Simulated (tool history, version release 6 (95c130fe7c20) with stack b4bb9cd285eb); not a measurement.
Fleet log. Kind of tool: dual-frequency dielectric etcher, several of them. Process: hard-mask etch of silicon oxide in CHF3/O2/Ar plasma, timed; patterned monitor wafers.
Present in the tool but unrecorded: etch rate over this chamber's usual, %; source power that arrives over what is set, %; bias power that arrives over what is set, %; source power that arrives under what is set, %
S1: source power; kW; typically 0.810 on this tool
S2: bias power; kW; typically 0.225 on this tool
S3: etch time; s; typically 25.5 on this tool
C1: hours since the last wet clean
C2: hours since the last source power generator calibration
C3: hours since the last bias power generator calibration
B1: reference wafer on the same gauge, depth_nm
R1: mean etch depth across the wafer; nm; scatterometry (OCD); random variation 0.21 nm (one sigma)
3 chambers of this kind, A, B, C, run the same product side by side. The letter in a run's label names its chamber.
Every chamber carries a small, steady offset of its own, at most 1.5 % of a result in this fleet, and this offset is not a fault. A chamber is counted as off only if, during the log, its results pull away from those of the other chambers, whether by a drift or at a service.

run    day     S1     S2    S3     C1      C2      C3      B1      R1
 1B  0.229  0.810  0.225  25.5  449.6  2700.3  2629.5  69.838  62.046
 2C  0.504  0.810  0.225  25.5   14.4  1634.4  1331.5  69.784  60.633
 3A  0.821  0.810  0.225  25.5   81.4   816.2  1336.8  69.817  61.403
 4C  1.071  0.810  0.225  25.5   28.0  1648.0  1345.1  69.852  60.184
 5B  1.379  0.730  0.186  25.5  477.2  2727.9  2657.1  69.787  55.562
 6A  1.646  0.730  0.186  25.5  101.2   836.0  1356.6  69.821  55.095
     1.896  -- chamber B: wet clean of the chamber
 7B  1.942  0.730  0.186  25.5    1.2  2741.4  2670.6  69.814  58.355
 8C  2.208  0.810  0.225  25.5   55.3  1675.3  1372.4  69.812  60.679
 9A  2.412  0.810  0.225  25.5  119.6   854.4  1375.0  69.786  61.370
10C  2.625  0.810  0.225  25.5   65.3  1685.3  1382.4  69.832  60.258
11A  2.854  0.810  0.225  25.5  130.2   865.0  1385.6  69.873  60.931
12B  3.125  0.810  0.225  25.5   29.6  2769.8  2699.0  69.812  64.668
13B  3.454  0.810  0.225  25.5   37.5  2777.7  2706.9  69.796  64.380
14A  3.662  0.940  0.262  25.5  149.6   884.4  1405.0  69.823  68.108
15C  3.967  0.940  0.262  25.5   97.5  1717.5  1414.6  69.818  67.292
16C  4.125  0.940  0.262  25.5  101.3  1721.3  1418.4  69.822  67.250
17A  4.317  0.810  0.225  25.5  165.3   900.1  1420.7  69.754  61.718
18B  4.467  0.810  0.225  25.5   61.8  2802.0  2731.2  69.785  64.212
19A  4.721  0.810  0.225  25.5  175.0   909.8  1430.4  69.821  61.465
20B  4.979  0.810  0.225  25.5   74.1  2814.3  2743.5  69.874  64.414

Is one chamber out of step, is the gauge drifting, or do the chambers differ by no more than their own small offsets? For an off chamber, give its letter and the likeliest cause.

A service on chamber B put it out of line with the rest.
Likeliest cause: etch rate over this chamber's usual, % = 4.76.

Which of the 4 candidates below, each the usual settings with something changed and its results left as question marks, puts chamber B back in line with what the other chambers give on the usual settings?
Allowed miss from the other chambers' usual-settings mean, per result, to count as in line: R1 0.740 nm
21B-1  5.217  0.820  0.225  27.0                   ?
21B-2  5.217  0.710  0.199  25.5                   ?
21B-3  5.217  0.810  0.225  24.0                   ?
21B-4  5.217  0.810  0.225  28.0                   ?

What the other chambers average on the usual settings: R1 60.869 nm
  run      R1
21B-1  68.802
21B-2  58.987
21B-3  60.875
21B-4  71.021
21B-3 puts the chamber back in line with the other chambers.
